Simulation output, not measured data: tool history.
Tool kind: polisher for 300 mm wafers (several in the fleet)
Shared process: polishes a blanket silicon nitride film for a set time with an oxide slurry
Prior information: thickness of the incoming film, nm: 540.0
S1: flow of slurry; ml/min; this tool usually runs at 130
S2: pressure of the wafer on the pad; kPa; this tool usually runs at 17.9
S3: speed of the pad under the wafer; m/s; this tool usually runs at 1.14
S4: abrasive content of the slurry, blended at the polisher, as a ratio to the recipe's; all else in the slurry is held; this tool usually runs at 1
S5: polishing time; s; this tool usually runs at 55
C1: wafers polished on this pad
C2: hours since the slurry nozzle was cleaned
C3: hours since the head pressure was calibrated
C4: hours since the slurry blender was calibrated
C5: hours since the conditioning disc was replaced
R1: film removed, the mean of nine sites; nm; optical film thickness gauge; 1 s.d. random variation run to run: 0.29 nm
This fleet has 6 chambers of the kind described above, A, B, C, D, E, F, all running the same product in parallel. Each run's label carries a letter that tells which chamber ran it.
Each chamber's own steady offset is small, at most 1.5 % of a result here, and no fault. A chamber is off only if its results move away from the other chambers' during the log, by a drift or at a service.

| run | day | S1 | S2 | S3 | S4 | S5 | C1 | C2 | C3 | C4 | C5 | R1 |
|---|---|---|---|---|---|---|---|---|---|---|---|---|
| 1B | 0.279 | 130 | 17.9 | 1.14 | 1 | 55 | 98 | 35.2 | 134.6 | 61.2 | 181.7 | 30.034 |
| 2C | 0.708 | 130 | 17.9 | 1.14 | 1 | 55 | 1014 | 798.5 | 1023.4 | 253.6 | 187.9 | 29.028 |
|  | 0.762 | chamber C: conditioning disc replaced and pad reconditioned |
| 3F | 1.108 | 130 | 17.9 | 1.14 | 1 | 55 | 947 | 652.7 | 604.8 | 125.3 | 79.4 | 29.902 |
|  | 1.188 | chamber C: slurry blender recalibrated |
| 4A | 1.508 | 130 | 17.9 | 1.14 | 1 | 55 | 383 | 187.6 | 346.7 | 159 | 132.7 | 29.519 |
|  | 1.7 | chamber C: slurry nozzle cleaned |
| 5D | 1.958 | 130 | 17.9 | 1.14 | 1 | 55 | 601 | 241.4 | 820.9 | 148.9 | 116.8 | 29.252 |
| 6E | 2.433 | 130 | 17.9 | 1.14 | 1 | 55 | 1084 | 589.2 | 295.1 | 92.5 | 65.6 | 29.85 |
|  | 2.562 | chamber E: worn pad replaced by a new one |
| 7C | 2.746 | 130 | 17.9 | 1.14 | 1 | 55 | 1318 | 25.2 | 1072.3 | 37.4 | 47.7 | 29.918 |
|  | 2.892 | chamber F: worn pad replaced by a new one |
|  | 3.029 | chamber D: slurry nozzle cleaned |
|  | 3.046 | chamber F: slurry nozzle cleaned |
| 8B | 3.271 | 130 | 17.9 | 1.14 | 1 | 55 | 543 | 107 | 206.4 | 133 | 253.5 | 29.616 |
|  | 3.475 | chamber C: worn pad replaced by a new one |
| 9F | 3.838 | 130 | 17.9 | 1.14 | 1 | 55 | 141 | 19.1 | 670.3 | 190.8 | 144.9 | 30.038 |
| 10D | 4.35 | 130 | 17.9 | 1.14 | 1 | 55 | 957 | 31.8 | 878.3 | 206.3 | 174.2 | 28.929 |
| 11E | 4.675 | 130 | 17.9 | 1.14 | 1 | 55 | 314 | 643 | 348.9 | 146.3 | 119.4 | 29.724 |
|  | 4.775 | chamber D: worn pad replaced by a new one |
|  | 4.975 | chamber D: conditioning disc replaced and pad reconditioned |
|  | 5.033 | chamber B: slurry blender recalibrated |
| 12A | 5.083 | 130 | 17.9 | 1.14 | 1 | 55 | 916 | 273.4 | 432.5 | 244.8 | 218.5 | 29.572 |
| 13D | 5.417 | 130 | 17.9 | 1.14 | 1 | 55 | 95 | 57.4 | 903.9 | 231.9 | 10.6 | 29.348 |
|  | 5.842 | chamber F: conditioning disc replaced and pad reconditioned |
| 14B | 5.854 | 130 | 17.9 | 1.14 | 1 | 55 | 928 | 169 | 268.4 | 19.7 | 315.5 | 29.922 |
|  | 5.883 | chamber A: worn pad replaced by a new one |
|  | 6.25 | chamber A: head pressure recalibrated |
|  | 6.333 | chamber E: conditioning disc replaced and pad reconditioned |
| 15F | 6.383 | 130 | 17.9 | 1.14 | 1 | 55 | 520 | 80.2 | 731.4 | 251.9 | 13 | 31.238 |
|  | 6.392 | chamber B: worn pad replaced by a new one |
| 16A | 6.742 | 130 | 17.9 | 1.14 | 1 | 55 | 128 | 313.2 | 11.8 | 284.6 | 258.3 | 29.399 |
| 17E | 7.3 | 130 | 17.9 | 1.14 | 1 | 55 | 705 | 706 | 411.9 | 209.3 | 23.2 | 29.124 |
| 18C | 7.608 | 130 | 17.9 | 1.14 | 1 | 55 | 616 | 141.9 | 1189 | 154.1 | 164.4 | 29.572 |
| 19B | 8.025 | 130 | 17.9 | 1.14 | 1 | 55 | 243 | 221.1 | 320.5 | 71.8 | 367.6 | 30.076 |
|  | 8.462 | chamber C: conditioning disc replaced and pad reconditioned |
|  | 8.492 | chamber E: slurry nozzle cleaned |
| 20A | 8.512 | 130 | 17.9 | 1.14 | 1 | 55 | 391 | 355.7 | 54.3 | 327.1 | 300.8 | 30.212 |
|  | 8.646 | chamber B: slurry nozzle cleaned |
|  | 8.925 | chamber E: worn pad replaced by a new one |
| 21D | 9.1 | 130 | 17.9 | 1.14 | 1 | 55 | 644 | 145.8 | 992.3 | 320.3 | 99 | 29.91 |
|  | 9.362 | chamber D: slurry blender recalibrated |
|  | 9.446 | chamber A: slurry blender recalibrated |
| 22F | 9.612 | 130 | 17.9 | 1.14 | 1 | 55 | 1001 | 157.7 | 808.9 | 329.4 | 90.5 | 31.051 |
|  | 9.9 | chamber F: worn pad replaced by a new one |
| 23C | 9.917 | 130 | 17.9 | 1.14 | 1 | 55 | 959 | 197.3 | 1244.4 | 209.5 | 35 | 29.762 |
| 24E | 10.538 | 130 | 17.9 | 1.14 | 1 | 55 | 240 | 49.1 | 489.6 | 287 | 100.9 | 29.37 |
| 25E | 10.871 | 130 | 17.9 | 1.14 | 1 | 55 | 290 | 57.1 | 497.6 | 295 | 108.9 | 29.888 |
|  | 11.125 | chamber D: worn pad replaced by a new one |
|  | 11.154 | chamber C: slurry blender recalibrated |
| 26A | 11.446 | 130 | 17.9 | 1.14 | 1 | 55 | 828 | 426.1 | 124.7 | 48 | 371.2 | 29.396 |
| 27C | 11.842 | 130 | 17.9 | 1.14 | 1 | 55 | 1246 | 243.5 | 1290.6 | 16.6 | 81.2 | 29.691 |
|  | 11.854 | chamber A: worn pad replaced by a new one |
|  | 11.938 | chamber A: slurry nozzle cleaned |
|  | 12.046 | chamber A: conditioning disc replaced and pad reconditioned |
| 28F | 12.471 | 130 | 17.9 | 1.14 | 1 | 55 | 383 | 226.3 | 877.5 | 398 | 159.1 | 31.251 |
| 29D | 12.842 | 130 | 17.9 | 1.14 | 1 | 55 | 256 | 235.6 | 1082.1 | 83.5 | 188.8 | 29.217 |
|  | 12.904 | chamber F: slurry blender recalibrated |
|  | 12.942 | chamber D: head pressure recalibrated |
|  | 12.967 | chamber D: slurry nozzle cleaned |
|  | 13.054 | chamber B: worn pad replaced by a new one |
|  | 13.075 | chamber B: slurry blender recalibrated |
| 30B | 13.362 | 130 | 17.9 | 1.14 | 1 | 55 | 46 | 113.2 | 448.6 | 6.9 | 495.7 | 30.282 |
|  | 13.558 | chamber E: conditioning disc replaced and pad reconditioned |
| 31C | 13.671 | 130 | 17.9 | 1.14 | 1 | 55 | 1519 | 287.4 | 1334.5 | 60.5 | 125.1 | 29.355 |
|  | 13.775 | chamber D: conditioning disc replaced and pad reconditioned |
| 32D | 14.246 | 130 | 17.9 | 1.14 | 1 | 55 | 465 | 30.7 | 31.4 | 117.2 | 11.4 | 29.299 |
|  | 14.679 | chamber E: slurry blender recalibrated |
| 33E | 14.767 | 130 | 17.9 | 1.14 | 1 | 55 | 870 | 150.6 | 591.1 | 2.1 | 29.1 | 29.858 |
|  | 14.804 | chamber F: conditioning disc replaced and pad reconditioned |
| 34B | 15.283 | 130 | 17.9 | 1.14 | 1 | 55 | 332 | 159.3 | 494.7 | 53 | 541.8 | 30.063 |
| 35F | 15.904 | 130 | 17.9 | 1.14 | 1 | 55 | 894 | 308.7 | 959.9 | 72.1 | 26.4 | 31.905 |
| 36A | 16.475 | 130 | 17.9 | 1.14 | 1 | 63 | 688 | 109 | 245.4 | 168.7 | 106.3 | 34.103 |
| 37D | 16.871 | 130 | 17.9 | 1.14 | 1 | 63 | 856 | 93.7 | 94.4 | 180.2 | 74.4 | 33.515 |

Next, every chamber runs the same settings. What will each give?
| 38A | 17.325 | 130 | 17.9 | 1.14 | 1 | 55 |  |  |  |  |  | ? |
| 38B | 17.325 | 130 | 17.9 | 1.14 | 1 | 55 |  |  |  |  |  | ? |
| 38C | 17.325 | 130 | 17.9 | 1.14 | 1 | 55 |  |  |  |  |  | ? |
| 38D | 17.325 | 130 | 17.9 | 1.14 | 1 | 55 |  |  |  |  |  | ? |
| 38E | 17.325 | 130 | 17.9 | 1.14 | 1 | 55 |  |  |  |  |  | ? |
| 38F | 17.325 | 130 | 17.9 | 1.14 | 1 | 55 |  |  |  |  |  | ? |

| run | R1 |
|---|---|
| 38A | 30.028 |
| 38B | 29.673 |
| 38C | 30.05 |
| 38D | 29.468 |
| 38E | 29.723 |
| 38F | 32.073 |
